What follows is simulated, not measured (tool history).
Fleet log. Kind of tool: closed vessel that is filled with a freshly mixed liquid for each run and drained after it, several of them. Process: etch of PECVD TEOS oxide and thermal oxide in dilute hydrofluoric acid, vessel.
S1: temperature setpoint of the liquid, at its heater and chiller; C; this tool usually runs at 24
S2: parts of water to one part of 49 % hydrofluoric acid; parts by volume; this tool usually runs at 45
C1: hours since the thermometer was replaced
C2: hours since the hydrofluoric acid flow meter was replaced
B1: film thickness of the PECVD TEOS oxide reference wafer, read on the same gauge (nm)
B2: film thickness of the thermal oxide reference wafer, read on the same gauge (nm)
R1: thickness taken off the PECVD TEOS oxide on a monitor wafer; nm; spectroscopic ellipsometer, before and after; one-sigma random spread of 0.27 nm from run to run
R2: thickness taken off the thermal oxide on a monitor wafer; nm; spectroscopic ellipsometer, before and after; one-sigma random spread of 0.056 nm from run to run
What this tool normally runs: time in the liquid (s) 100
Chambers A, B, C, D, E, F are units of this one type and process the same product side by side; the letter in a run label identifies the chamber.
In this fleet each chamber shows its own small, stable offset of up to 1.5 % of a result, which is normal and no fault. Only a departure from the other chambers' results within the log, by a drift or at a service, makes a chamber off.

run 1A hour=10.3 | S1=24 S2=45 time_in_the_liquid_(s)=100 | C1=362.6 C2=944.1 | B1=60.002 B2=139.99 | R1=32.7 R2=11.057
run 2B hour=17.7 | S1=24 S2=45 time_in_the_liquid_(s)=100 | C1=268.3 C2=87.8 | B1=60.004 B2=140 | R1=32.823 R2=11.014
run 3D hour=27.4 | S1=24 S2=45 time_in_the_liquid_(s)=100 | C1=1801.9 C2=321 | B1=60.004 B2=140.02 | R1=32.193 R2=10.799
run 4C hour=37.4 | S1=24 S2=45 time_in_the_liquid_(s)=100 | C1=189.8 C2=356 | B1=59.989 B2=140.01 | R1=32.427 R2=10.858
run 5E hour=43.8 | S1=24 S2=45 time_in_the_liquid_(s)=100 | C1=148.5 C2=464.5 | B1=59.976 B2=140 | R1=31.74 R2=11.074
run 6F hour=52.6 | S1=24 S2=45 time_in_the_liquid_(s)=100 | C1=420.3 C2=363.4 | B1=60.018 B2=139.99 | R1=32.671 R2=10.876
run 7D hour=60.9 | S1=24 S2=45 time_in_the_liquid_(s)=100 | C1=1835.4 C2=354.5 | B1=60.021 B2=139.99 | R1=32.663 R2=10.901
run 8B hour=74.3 | S1=24 S2=45 time_in_the_liquid_(s)=100 | C1=324.9 C2=144.4 | B1=60.017 B2=139.97 | R1=32.054 R2=10.977
run 9F hour=83.3 | S1=24 S2=45 time_in_the_liquid_(s)=100 | C1=451 C2=394.1 | B1=60.009 B2=139.99 | R1=33.048 R2=10.95
run 10E hour=93.2 | S1=24 S2=45 time_in_the_liquid_(s)=60 | C1=197.9 C2=513.9 | B1=60.024 B2=140.02 | R1=19.33 R2=6.661
run 11A hour=100.8 | S1=24 S2=45 time_in_the_liquid_(s)=60 | C1=453.1 C2=1034.6 | B1=60.002 B2=140.02 | R1=19.622 R2=6.5331
-- hour=108.4 chamber F: hydrofluoric acid flow meter replaced
run 12C hour=112.5 | S1=24 S2=45 time_in_the_liquid_(s)=60 | C1=264.9 C2=431.1 | B1=59.986 B2=140.01 | R1=19.357 R2=6.4973
run 13B hour=123.4 | S1=24 S2=45 time_in_the_liquid_(s)=60 | C1=374 C2=193.5 | B1=60.009 B2=139.99 | R1=19.289 R2=6.6104
run 14E hour=137.4 | S1=24 S2=45 time_in_the_liquid_(s)=60 | C1=242.1 C2=558.1 | B1=59.994 B2=139.98 | R1=19.525 R2=6.6882
run 15C hour=151.5 | S1=24 S2=45 time_in_the_liquid_(s)=60 | C1=303.9 C2=470.1 | B1=60.008 B2=139.99 | R1=19.352 R2=6.5353
run 16D hour=164.5 | S1=24 S2=45 time_in_the_liquid_(s)=100 | C1=1939 C2=458.1 | B1=60.02 B2=140 | R1=32.745 R2=10.926
run 17A hour=172.6 | S1=24 S2=35 time_in_the_liquid_(s)=55 | C1=524.9 C2=1106.4 | B1=60.004 B2=140 | R1=23.41 R2=7.8611
run 18F hour=179.8 | S1=24 S2=35 time_in_the_liquid_(s)=55 | C1=547.5 C2=71.5 | B1=60.009 B2=139.99 | R1=23.06 R2=7.7866
run 19C hour=190.6 | S1=24 S2=35 time_in_the_liquid_(s)=55 | C1=343 C2=509.2 | B1=60.014 B2=139.99 | R1=23.536 R2=7.8235
run 20A hour=201.2 | S1=24 S2=35 time_in_the_liquid_(s)=55 | C1=553.5 C2=1135 | B1=59.991 B2=140.02 | R1=23.517 R2=7.9036
run 21F hour=210.2 | S1=24 S2=35 time_in_the_liquid_(s)=55 | C1=577.9 C2=101.9 | B1=59.995 B2=140.01 | R1=23.43 R2=7.8008
-- hour=213.6 chamber D: thermometer replaced
run 22B hour=220.4 | S1=24 S2=35 time_in_the_liquid_(s)=55 | C1=471 C2=290.5 | B1=60 B2=139.99 | R1=23.134 R2=7.802
run 23D hour=228.1 | S1=24 S2=45 time_in_the_liquid_(s)=100 | C1=14.6 C2=521.7 | B1=60.001 B2=140.03 | R1=32.244 R2=10.987
run 24E hour=238.4 | S1=24 S2=45 time_in_the_liquid_(s)=100 | C1=343.1 C2=659.1 | B1=60.001 B2=139.99 | R1=32.135 R2=10.924
run 25B hour=247.1 | S1=24 S2=35 time_in_the_liquid_(s)=140 | C1=497.7 C2=317.2 | B1=60.009 B2=140 | R1=59.488 R2=19.738
run 26F hour=261.8 | S1=24 S2=35 time_in_the_liquid_(s)=140 | C1=629.5 C2=153.5 | B1=59.99 B2=140.01 | R1=58.807 R2=19.676
run 27E hour=269.7 | S1=24 S2=35 time_in_the_liquid_(s)=140 | C1=374.4 C2=690.4 | B1=60.001 B2=139.99 | R1=59.887 R2=20.198
run 28C hour=278.9 | S1=24 S2=35 time_in_the_liquid_(s)=140 | C1=431.3 C2=597.5 | B1=60.012 B2=139.99 | R1=60.056 R2=20.073
-- hour=285.3 chamber B: thermometer replaced
run 29A hour=293.1 | S1=24 S2=35 time_in_the_liquid_(s)=140 | C1=645.4 C2=1226.9 | B1=59.982 B2=140.01 | R1=59.243 R2=20.239
run 30D hour=303.6 | S1=24 S2=35 time_in_the_liquid_(s)=140 | C1=90.1 C2=597.2 | B1=59.989 B2=139.99 | R1=59.375 R2=19.907
run 31D hour=317.1 | S1=24 S2=45 time_in_the_liquid_(s)=100 | C1=103.6 C2=610.7 | B1=60.021 B2=140.01 | R1=32.413 R2=10.98
run 32F hour=324.8 | S1=22 S2=45 time_in_the_liquid_(s)=145 | C1=692.5 C2=216.5 | B1=60.013 B2=139.98 | R1=43.234 R2=14.517
run 33C hour=331.9 | S1=22 S2=45 time_in_the_liquid_(s)=145 | C1=484.3 C2=650.5 | B1=59.999 B2=140 | R1=43.584 R2=14.62
run 34B hour=341.3 | S1=22 S2=45 time_in_the_liquid_(s)=145 | C1=56 C2=411.4 | B1=59.984 B2=140.01 | R1=44.043 R2=14.662
run 35A hour=349.5 | S1=22 S2=45 time_in_the_liquid_(s)=145 | C1=701.8 C2=1283.3 | B1=60.003 B2=140 | R1=43.133 R2=14.722
run 36E hour=357.2 | S1=22 S2=45 time_in_the_liquid_(s)=145 | C1=461.9 C2=777.9 | B1=60.015 B2=140.01 | R1=43.336 R2=14.707
-- hour=360.9 chamber A: thermometer replaced
run 37B hour=367.5 | S1=22 S2=45 time_in_the_liquid_(s)=145 | C1=82.2 C2=437.6 | B1=59.986 B2=140 | R1=43.011 R2=14.718
run 38C hour=379.8 | S1=24 S2=35 time_in_the_liquid_(s)=100 | C1=532.2 C2=698.4 | B1=59.991 B2=140.01 | R1=42.332 R2=14.238
run 39F hour=389.5 | S1=24 S2=35 time_in_the_liquid_(s)=100 | C1=757.2 C2=281.2 | B1=59.997 B2=140 | R1=42.759 R2=14.122
run 40E hour=396.7 | S1=24 S2=35 time_in_the_liquid_(s)=100 | C1=501.4 C2=817.4 | B1=59.974 B2=140 | R1=42.228 R2=14.554
run 41D hour=406.1 | S1=24 S2=35 time_in_the_liquid_(s)=100 | C1=192.6 C2=699.7 | B1=60.002 B2=140 | R1=42.642 R2=14.111
run 42A hour=420.4 | S1=24 S2=35 time_in_the_liquid_(s)=100 | C1=59.5 C2=1354.2 | B1=60.015 B2=140.01 | R1=43.17 R2=14.347

Is one chamber off against the others, does the gauge drift, or is nothing wrong? If a chamber is off, say which, and what the likeliest cause is.

The fleet is healthy, with each chamber sitting at its usual small offset and no drift in the gauge.
